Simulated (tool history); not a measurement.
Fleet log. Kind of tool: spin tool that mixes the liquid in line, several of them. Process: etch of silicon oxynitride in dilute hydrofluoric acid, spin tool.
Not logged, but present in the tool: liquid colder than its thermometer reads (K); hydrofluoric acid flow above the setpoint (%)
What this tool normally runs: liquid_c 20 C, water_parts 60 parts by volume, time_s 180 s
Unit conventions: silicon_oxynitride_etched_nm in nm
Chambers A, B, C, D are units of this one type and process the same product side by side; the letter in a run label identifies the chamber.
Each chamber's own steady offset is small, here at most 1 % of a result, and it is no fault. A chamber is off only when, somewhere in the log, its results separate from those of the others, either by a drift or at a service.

| run | hour | liquid_c | water_parts | time_s | hours since the thermometer was replaced | hours since the hydrofluoric acid flow meter was replaced | read-back film thickness of the silicon oxynitride reference wafer, read on the same gauge (nm) | silicon_oxynitride_etched_nm |
|---|---|---|---|---|---|---|---|---|
| 1C | 9.3 | 20 | 60 | 180 | 20.7 | 413.4 | 70.026 | 4.6506 |
| 2A | 16.3 | 20 | 60 | 180 | 587.8 | 1129.5 | 69.990 | 4.6828 |
| 3B | 25.4 | 20 | 60 | 180 | 29.6 | 1242.8 | 70.013 | 4.6559 |
| 4D | 31.2 | 20 | 60 | 180 | 1239.0 | 1155.8 | 69.987 | 4.7371 |
| 5D | 40.9 | 20 | 60 | 215 | 1248.7 | 1165.5 | 70.001 | 5.6393 |
| 6A | 47.0 | 20 | 60 | 215 | 618.5 | 1160.2 | 69.993 | 5.6750 |
| 7B | 55.7 | 20 | 60 | 215 | 59.9 | 1273.1 | 70.031 | 5.7004 |
| 8C | 65.7 | 20 | 60 | 215 | 77.1 | 469.8 | 69.970 | 5.6016 |
| 9A | 72.8 | 20 | 60 | 180 | 644.3 | 1186.0 | 70.012 | 4.7223 |
| 10C | 80.0 | 20 | 60 | 180 | 91.4 | 484.1 | 70.010 | 4.6408 |
| 11D | 85.0 | 20 | 60 | 180 | 1292.8 | 1209.6 | 69.952 | 4.6518 |
| 12B | 92.0 | 20 | 60 | 180 | 96.2 | 1309.4 | 70.002 | 4.6796 |
| 13D | 100.8 | 20 | 60 | 180 | 1308.6 | 1225.4 | 69.988 | 4.7337 |
| 14A | 109.2 | 20 | 60 | 180 | 680.7 | 1222.4 | 70.022 | 4.6622 |
| 15B | 117.1 | 20 | 60 | 180 | 121.3 | 1334.5 | 69.996 | 4.7588 |
| 16C | 123.0 | 20 | 60 | 180 | 134.4 | 527.1 | 69.991 | 4.6186 |
| 17C | 131.8 | 20 | 60 | 275 | 143.2 | 535.9 | 69.991 | 7.0468 |
| 18D | 141.2 | 20 | 60 | 275 | 1349.0 | 1265.8 | 70.022 | 7.1438 |
| 19A | 146.9 | 20 | 60 | 275 | 718.4 | 1260.1 | 70.036 | 7.0896 |
| 20B | 156.2 | 20 | 60 | 275 | 160.4 | 1373.6 | 69.995 | 7.2057 |
| 21C | 162.4 | 20 | 60 | 180 | 173.8 | 566.5 | 70.057 | 4.6535 |
| 22A | 171.9 | 20 | 60 | 180 | 743.4 | 1285.1 | 70.005 | 4.7073 |
| 23D | 176.9 | 20 | 60 | 180 | 1384.7 | 1301.5 | 70.010 | 4.6915 |
| 24B | 182.1 | 22 | 60 | 105 | 186.3 | 1399.5 | 70.001 | 3.0091 |
| 25C | 188.6 | 22 | 60 | 105 | 200.0 | 592.7 | 70.001 | 2.9532 |
| 26B | 195.6 | 22 | 60 | 105 | 199.8 | 1413.0 | 70.010 | 3.0249 |
| 27A | 204.0 | 22 | 60 | 105 | 775.5 | 1317.2 | 69.978 | 3.0015 |
| 28D | 210.9 | 20 | 60 | 180 | 1418.7 | 1335.5 | 69.989 | 4.6451 |
| 29D | 215.7 | 20 | 60 | 180 | 1423.5 | 1340.3 | 69.990 | 4.6582 |
| 30C | 224.4 | 20 | 60 | 180 | 235.8 | 628.5 | 70.006 | 4.6238 |
| 31A | 232.1 | 20 | 60 | 180 | 803.6 | 1345.3 | 69.987 | 4.7649 |
| 32B | 238.9 | 20 | 60 | 180 | 243.1 | 1456.3 | 69.990 | 4.7566 |
| 33C | 244.0 | 20 | 30 | 255 | 255.4 | 648.1 | 69.973 | 13.6010 |
| 34D | 249.8 | 20 | 30 | 255 | 1457.6 | 1374.4 | 69.979 | 13.5620 |

Decide between three cases: one chamber stands off from its peers, the gauge reading all wafers drifts, or nothing is wrong past each chamber's small offset. Where a chamber is off, say which and what most likely put it there.

Beyond each chamber's small constant offset nothing stands out, and the gauge stays steady.

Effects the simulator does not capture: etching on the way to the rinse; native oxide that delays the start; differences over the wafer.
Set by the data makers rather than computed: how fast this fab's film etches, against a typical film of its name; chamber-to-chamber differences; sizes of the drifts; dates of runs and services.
